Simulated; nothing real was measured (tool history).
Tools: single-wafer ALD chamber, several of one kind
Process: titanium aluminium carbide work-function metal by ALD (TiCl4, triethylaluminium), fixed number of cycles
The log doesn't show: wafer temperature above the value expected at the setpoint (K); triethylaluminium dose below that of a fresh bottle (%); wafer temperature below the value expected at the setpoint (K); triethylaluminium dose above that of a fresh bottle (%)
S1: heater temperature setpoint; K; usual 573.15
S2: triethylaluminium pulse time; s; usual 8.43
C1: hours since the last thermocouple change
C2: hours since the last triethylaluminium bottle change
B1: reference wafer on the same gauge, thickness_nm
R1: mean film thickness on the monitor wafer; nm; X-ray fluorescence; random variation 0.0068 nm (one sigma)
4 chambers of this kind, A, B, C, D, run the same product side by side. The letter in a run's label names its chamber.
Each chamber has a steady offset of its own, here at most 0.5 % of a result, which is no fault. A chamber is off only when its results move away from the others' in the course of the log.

{"run": "1A", "hour": 5.2, "S1": 573.15, "S2": 8.43, "C1": 1659.2, "C2": 1855.5, "B1": 1.61, "R1": 1.9532}
{"run": "2C", "hour": 10.6, "S1": 573.15, "S2": 8.43, "C1": 275.4, "C2": 675.9, "B1": 1.6096, "R1": 1.9496}
{"run": "3D", "hour": 17.4, "S1": 573.15, "S2": 8.43, "C1": 1799.3, "C2": 1188.8, "B1": 1.6086, "R1": 1.9455}
{"run": "4B", "hour": 21.0, "S1": 573.15, "S2": 8.43, "C1": 707.7, "C2": 295.6, "B1": 1.6113, "R1": 1.9428}
{"hour": 22.9, "done": "chamber A: triethylaluminium bottle replaced"}
{"run": "5B", "hour": 26.6, "S1": 573.15, "S2": 8.43, "C1": 713.3, "C2": 301.2, "B1": 1.6095, "R1": 1.9527}
{"run": "6C", "hour": 33.2, "S1": 573.15, "S2": 8.43, "C1": 298, "C2": 698.5, "B1": 1.6086, "R1": 1.9524}
{"run": "7D", "hour": 37.9, "S1": 573.15, "S2": 8.43, "C1": 1819.8, "C2": 1209.3, "B1": 1.6101, "R1": 1.9496}
{"run": "8A", "hour": 43.7, "S1": 573.15, "S2": 8.43, "C1": 1697.7, "C2": 20.9, "B1": 1.6105, "R1": 1.9565}
{"run": "9B", "hour": 48.7, "S1": 573.15, "S2": 8.43, "C1": 735.4, "C2": 323.3, "B1": 1.6095, "R1": 1.9436}
{"run": "10C", "hour": 54.4, "S1": 573.15, "S2": 8.43, "C1": 319.2, "C2": 719.7, "B1": 1.6082, "R1": 1.9593}
{"run": "11A", "hour": 57.8, "S1": 573.15, "S2": 8.43, "C1": 1711.8, "C2": 35, "B1": 1.6094, "R1": 1.9486}
{"run": "12D", "hour": 61.2, "S1": 573.15, "S2": 8.43, "C1": 1843.1, "C2": 1232.6, "B1": 1.6092, "R1": 1.9463}
{"run": "13C", "hour": 67.6, "S1": 573.15, "S2": 8.43, "C1": 332.4, "C2": 732.9, "B1": 1.61, "R1": 1.9587}
{"run": "14A", "hour": 73.5, "S1": 573.15, "S2": 6.73, "C1": 1727.5, "C2": 50.7, "B1": 1.6113, "R1": 1.8606}
{"run": "15D", "hour": 78.3, "S1": 573.15, "S2": 6.73, "C1": 1860.2, "C2": 1249.7, "B1": 1.6106, "R1": 1.8673}
{"run": "16B", "hour": 84.1, "S1": 573.15, "S2": 6.73, "C1": 770.8, "C2": 358.7, "B1": 1.61, "R1": 1.8269}
{"run": "17A", "hour": 89.3, "S1": 573.15, "S2": 6.73, "C1": 1743.3, "C2": 66.5, "B1": 1.6102, "R1": 1.8728}
{"run": "18C", "hour": 96.2, "S1": 573.15, "S2": 8.43, "C1": 361, "C2": 761.5, "B1": 1.6106, "R1": 1.9538}
{"run": "19B", "hour": 102.7, "S1": 568.15, "S2": 11.37, "C1": 789.4, "C2": 377.3, "B1": 1.6095, "R1": 1.9722}
{"run": "20D", "hour": 107.4, "S1": 568.15, "S2": 11.37, "C1": 1889.3, "C2": 1278.8, "B1": 1.6106, "R1": 1.9692}
{"run": "21A", "hour": 111.3, "S1": 568.15, "S2": 11.37, "C1": 1765.3, "C2": 88.5, "B1": 1.6097, "R1": 1.9928}
{"run": "22B", "hour": 118.4, "S1": 568.15, "S2": 11.37, "C1": 805.1, "C2": 393, "B1": 1.6108, "R1": 1.952}
{"run": "23C", "hour": 122.3, "S1": 573.15, "S2": 8.43, "C1": 387.1, "C2": 787.6, "B1": 1.6091, "R1": 1.957}
{"run": "24D", "hour": 126.4, "S1": 567.15, "S2": 8.43, "C1": 1908.3, "C2": 1297.8, "B1": 1.6096, "R1": 1.8933}
{"run": "25C", "hour": 133.7, "S1": 567.15, "S2": 8.43, "C1": 398.5, "C2": 799, "B1": 1.6101, "R1": 1.9184}
{"run": "26B", "hour": 138.5, "S1": 567.15, "S2": 8.43, "C1": 825.2, "C2": 413.1, "B1": 1.612, "R1": 1.8556}
{"run": "27D", "hour": 144.3, "S1": 567.15, "S2": 8.43, "C1": 1926.2, "C2": 1315.7, "B1": 1.609, "R1": 1.8996}
{"run": "28A", "hour": 149.4, "S1": 566.15, "S2": 9.8, "C1": 1803.4, "C2": 126.6, "B1": 1.6094, "R1": 1.931}
{"run": "29A", "hour": 152.8, "S1": 566.15, "S2": 9.8, "C1": 1806.8, "C2": 130, "B1": 1.61, "R1": 1.951}
{"run": "30C", "hour": 158.2, "S1": 566.15, "S2": 9.8, "C1": 423, "C2": 823.5, "B1": 1.6118, "R1": 1.9451}
{"run": "31B", "hour": 163.0, "S1": 566.15, "S2": 9.8, "C1": 849.7, "C2": 437.6, "B1": 1.6102, "R1": 1.8896}
{"run": "32D", "hour": 166.3, "S1": 573.15, "S2": 8.43, "C1": 1948.2, "C2": 1337.7, "B1": 1.6107, "R1": 1.9481}
{"run": "33C", "hour": 171.8, "S1": 573.15, "S2": 8.43, "C1": 436.6, "C2": 837.1, "B1": 1.6105, "R1": 1.9647}
{"run": "34A", "hour": 178.8, "S1": 573.15, "S2": 8.43, "C1": 1832.8, "C2": 156, "B1": 1.6096, "R1": 1.9528}
{"run": "35B", "hour": 185.2, "S1": 573.15, "S2": 10.64, "C1": 871.9, "C2": 459.8, "B1": 1.6103, "R1": 1.9704}
{"run": "36D", "hour": 191.1, "S1": 573.15, "S2": 10.64, "C1": 1973, "C2": 1362.5, "B1": 1.6122, "R1": 2.0099}

Next, every chamber runs the same settings. What will each give?
{"run": "37A", "hour": 196.3, "S1": 573.15, "S2": 8.43, "R1": "?"}
{"run": "37B", "hour": 196.3, "S1": 573.15, "S2": 8.43, "R1": "?"}
{"run": "37C", "hour": 196.3, "S1": 573.15, "S2": 8.43, "R1": "?"}
{"run": "37D", "hour": 196.3, "S1": 573.15, "S2": 8.43, "R1": "?"}

run=37A R1=1.9622
run=37B R1=1.8765
run=37C R1=1.9513
run=37D R1=1.9529

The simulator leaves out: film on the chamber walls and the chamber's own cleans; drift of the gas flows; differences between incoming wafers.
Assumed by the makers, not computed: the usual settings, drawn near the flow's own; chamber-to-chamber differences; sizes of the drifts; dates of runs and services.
